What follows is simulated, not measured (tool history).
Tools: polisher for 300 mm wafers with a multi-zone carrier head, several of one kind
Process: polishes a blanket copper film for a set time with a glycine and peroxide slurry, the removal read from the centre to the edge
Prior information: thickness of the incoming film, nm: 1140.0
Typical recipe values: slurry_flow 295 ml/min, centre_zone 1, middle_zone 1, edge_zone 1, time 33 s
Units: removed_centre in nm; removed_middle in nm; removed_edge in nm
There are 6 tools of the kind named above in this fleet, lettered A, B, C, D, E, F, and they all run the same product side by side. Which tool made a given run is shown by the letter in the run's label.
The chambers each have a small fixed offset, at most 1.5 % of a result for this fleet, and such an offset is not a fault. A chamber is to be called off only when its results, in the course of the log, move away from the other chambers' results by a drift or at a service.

run,hour,slurry_flow,centre_zone,middle_zone,edge_zone,time,removed_centre,removed_middle,removed_edge
1C,4.1,295,1,1,1,33,107.54,107.3,108.72
# hour 8.7: chamber E: edge zone pressure recalibrated
2B,9.5,295,1,1,1,33,109.98,108.65,108.33
3A,15.7,295,1,1,1,33,107.21,108.08,108.63
# hour 16.4: chamber A: edge zone pressure recalibrated
4D,19.2,295,1,1,1,33,106.24,105.42,107.46
5E,25.1,295,1,1,1,33,104.34,106.17,109.1
# hour 29.9: chamber D: centre zone pressure recalibrated
6F,31.5,295,1,1,1,33,107.94,107.59,106.16
7D,34.7,295,1,1,1,33,108.94,105.67,109.44
8A,40.2,295,1,1,1,33,107.68,109.06,109.21
9E,46.7,295,1,1,1,33,107.31,106.29,107.28
# hour 50.2: chamber D: worn pad replaced by a new one
# hour 50.4: chamber C: worn pad replaced by a new one
# hour 51.8: chamber A: worn pad replaced by a new one
10C,52.2,295,1,1,1,33,106.79,108.27,107.52
11F,57.5,295,1,1,1,33,107.08,106.61,105.7
12B,61,295,1,1,1,33,108.63,107.79,108.27
13F,65.1,295,1,1.06,1,42,137.28,143.29,136.31
14E,68.1,295,1,1.06,1,42,137.11,142.27,136.41
15A,73.3,295,1,1.06,1,42,136.35,145.56,137.75
16C,79.5,295,1,1.06,1,42,139.22,144.63,139.15
# hour 80.4: chamber C: centre zone pressure recalibrated
17D,83.9,295,1,1.06,1,42,138.46,144,138.36
18B,89.8,295,1,1.06,1,42,139.53,146.62,138.57
19B,94.8,295,1,1,1,33,108.78,106.95,107.98
20E,99.5,295,1,1,1,33,106.87,105.41,108.12
21D,104.9,295,1,1,1,33,106.4,107.06,109.32
22A,109,295,1,1,1,33,108.45,108.71,108.7
23F,113.2,295,1,1,1,33,103.69,104.39,103.81
24C,116.2,295,1,1,1,33,105.45,107.66,108.5
# hour 116.5: chamber E: worn pad replaced by a new one
25C,121.3,295,1,1,1,33,108.3,106.95,108.21
26B,125.8,295,1.04,1,1.08,33,115.68,106.72,113.82
27F,132,295,1.04,1,1.08,33,107.01,103.82,106.81
28E,135.1,295,1.04,1,1.08,33,111.59,105.7,112.03
29D,138.5,295,1.04,1,1.08,33,111.49,106.5,113.28
30A,142.6,295,1.04,1,1.08,33,112,107.04,112.4
31E,148.7,295,1.04,1,1.08,33,112.25,106.86,111.04
32F,152.4,325,1,1,0.93,33,101.07,102.07,96.673
# hour 153.9: chamber A: worn pad replaced by a new one
33C,159,325,1,1,0.93,33,107.96,107.04,106.22
34A,162.2,325,1,1,0.93,33,109.21,111.26,104.42
35B,167.2,325,1,1,0.93,33,110.09,108,103.83
36D,173.2,325,1,1,0.93,33,106.29,107.33,106.14
37E,177.7,325,1,1,0.93,33,109.51,107.93,104.47

Is one chamber off against the others, does the gauge drift, or is nothing wrong? If a chamber is off, say which, and what the likeliest cause is.

One chamber, F, drifts off from the rest bit by bit.
Most likely cause: removal rate lost through wear of the pad, % = 8.06.

Which of the 4 candidates below, each the usual settings with something changed and its results left as question marks, puts chamber F back in line with what the other chambers give on the usual settings?
To be in line, a result may differ from the other chambers' mean on the usual settings by at most: removed_centre 4 nm; removed_middle 2.9 nm; removed_edge 2.5 nm
38F-1,182.5,295,1,1.01,0.99,30,?,?,?
38F-2,182.5,300,1,0.97,1.03,40,?,?,?
38F-3,182.5,295,1.01,1.02,0.97,27,?,?,?
38F-4,182.5,295,1,0.99,1.02,36,?,?,?

Mean of the other chambers on the usual settings: removed_centre 107.6 nm; removed_middle 107.18 nm; removed_edge 108.3 nm
run,removed_centre,removed_middle,removed_edge
38F-1,88.715,90.786,88.164
38F-2,118.48,116.79,120.29
38F-3,80.722,82.457,78.489
38F-4,106.44,106.93,107.52
38F-4 brings the chamber back in line.
